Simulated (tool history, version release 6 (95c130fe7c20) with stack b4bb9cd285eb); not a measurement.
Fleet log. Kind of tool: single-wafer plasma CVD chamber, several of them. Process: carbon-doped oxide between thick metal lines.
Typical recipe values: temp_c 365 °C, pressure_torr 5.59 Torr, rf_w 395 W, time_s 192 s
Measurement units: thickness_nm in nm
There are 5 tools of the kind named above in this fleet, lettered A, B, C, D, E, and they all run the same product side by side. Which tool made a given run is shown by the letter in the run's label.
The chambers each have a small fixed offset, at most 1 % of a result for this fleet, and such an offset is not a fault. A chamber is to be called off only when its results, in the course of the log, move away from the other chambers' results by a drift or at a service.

| run | hour | temp_c | pressure_torr | rf_w | time_s | hours since the last thermocouple change | hours since the last RF generator calibration | hours since the last manometer calibration | read-back reference wafer on the same gauge, thickness_nm | thickness_nm |
|---|---|---|---|---|---|---|---|---|---|---|
| 1E | 5.7 | 365 | 5.59 | 395 | 192 | 292.2 | 343.9 | 972.8 | 869.64 | 803.39 |
| 2C | 10.1 | 365 | 5.59 | 395 | 192 | 1906.8 | 138.4 | 1352.7 | 868.36 | 813.83 |
| 3A | 15.9 | 365 | 5.59 | 395 | 192 | 576.3 | 239.2 | 2170.2 | 869.69 | 802.40 |
| 4D | 21.4 | 365 | 5.59 | 395 | 192 | 1820.6 | 1380.0 | 562.2 | 868.78 | 804.99 |
| 5B | 27.8 | 365 | 5.59 | 395 | 192 | 453.4 | 355.4 | 449.7 | 870.04 | 813.52 |
| 6A | 31.2 | 365 | 5.59 | 395 | 192 | 591.6 | 254.5 | 2185.5 | 869.20 | 801.29 |
| 7D | 35.7 | 365 | 5.59 | 395 | 192 | 1834.9 | 1394.3 | 576.5 | 867.33 | 804.63 |
|  | 40.0 | chamber D: RF generator calibrated |
| 8E | 41.4 | 365 | 5.59 | 395 | 192 | 327.9 | 379.6 | 1008.5 | 868.16 | 812.21 |
| 9C | 47.0 | 376 | 5.59 | 325 | 192 | 1943.7 | 175.3 | 1389.6 | 868.41 | 685.19 |
| 10B | 51.6 | 376 | 5.59 | 325 | 192 | 477.2 | 379.2 | 473.5 | 868.66 | 677.78 |
| 11C | 55.2 | 376 | 5.59 | 325 | 192 | 1951.9 | 183.5 | 1397.8 | 869.03 | 676.61 |
| 12D | 61.7 | 376 | 5.59 | 325 | 192 | 1860.9 | 21.7 | 602.5 | 868.62 | 676.29 |
| 13B | 65.6 | 376 | 5.59 | 325 | 192 | 491.2 | 393.2 | 487.5 | 870.20 | 684.62 |
| 14E | 68.6 | 365 | 5.59 | 395 | 192 | 355.1 | 406.8 | 1035.7 | 868.53 | 809.89 |
| 15A | 75.1 | 365 | 6.77 | 395 | 192 | 635.5 | 298.4 | 2229.4 | 869.42 | 817.59 |
| 16B | 80.7 | 365 | 6.77 | 395 | 192 | 506.3 | 408.3 | 502.6 | 867.84 | 825.92 |
| 17A | 84.3 | 365 | 6.77 | 395 | 192 | 644.7 | 307.6 | 2238.6 | 869.49 | 823.06 |
| 18C | 88.4 | 365 | 6.77 | 395 | 192 | 1985.1 | 216.7 | 1431.0 | 868.09 | 829.73 |
| 19D | 92.9 | 365 | 6.77 | 395 | 192 | 1892.1 | 52.9 | 633.7 | 868.29 | 825.23 |
| 20E | 98.2 | 365 | 5.59 | 395 | 192 | 384.7 | 436.4 | 1065.3 | 867.90 | 806.89 |
| 21C | 104.3 | 365 | 5.59 | 395 | 192 | 2001.0 | 232.6 | 1446.9 | 869.21 | 806.25 |
| 22B | 110.7 | 365 | 5.59 | 395 | 192 | 536.3 | 438.3 | 532.6 | 869.29 | 814.74 |
| 23E | 116.5 | 365 | 5.59 | 395 | 192 | 403.0 | 454.7 | 1083.6 | 868.36 | 803.38 |
| 24A | 122.1 | 365 | 5.59 | 445 | 192 | 682.5 | 345.4 | 2276.4 | 869.28 | 874.93 |
| 25D | 126.7 | 365 | 5.59 | 445 | 192 | 1925.9 | 86.7 | 667.5 | 868.38 | 869.84 |
| 26E | 132.3 | 365 | 5.59 | 445 | 192 | 418.8 | 470.5 | 1099.4 | 868.84 | 880.10 |
| 27D | 137.0 | 365 | 5.59 | 445 | 192 | 1936.2 | 97.0 | 677.8 | 868.10 | 878.96 |
| 28B | 140.0 | 365 | 5.59 | 445 | 192 | 565.6 | 467.6 | 561.9 | 870.05 | 886.68 |
|  | 140.4 | chamber D: thermocouple changed; heater temperature recalibrated |
| 29A | 145.1 | 365 | 5.59 | 395 | 192 | 705.5 | 368.4 | 2299.4 | 868.37 | 805.21 |
| 30C | 148.6 | 365 | 5.59 | 395 | 192 | 2045.3 | 276.9 | 1491.2 | 868.33 | 802.53 |
| 31D | 152.9 | 365 | 5.59 | 395 | 192 | 12.6 | 112.9 | 693.7 | 869.62 | 802.27 |
| 32C | 157.0 | 365 | 5.59 | 395 | 192 | 2053.7 | 285.3 | 1499.6 | 869.53 | 811.46 |
| 33A | 162.1 | 365 | 5.59 | 395 | 212 | 722.5 | 385.4 | 2316.4 | 867.96 | 883.73 |
| 34E | 165.8 | 365 | 5.59 | 395 | 212 | 452.3 | 504.0 | 1132.9 | 868.29 | 888.73 |
| 35B | 169.8 | 365 | 5.59 | 395 | 212 | 595.4 | 497.4 | 591.7 | 868.96 | 896.99 |

Is one chamber off against the others, does the gauge drift, or is nothing wrong? If a chamber is off, say which, and what the likeliest cause is.

The fleet is healthy, with each chamber sitting at its usual small offset and no drift in the gauge.
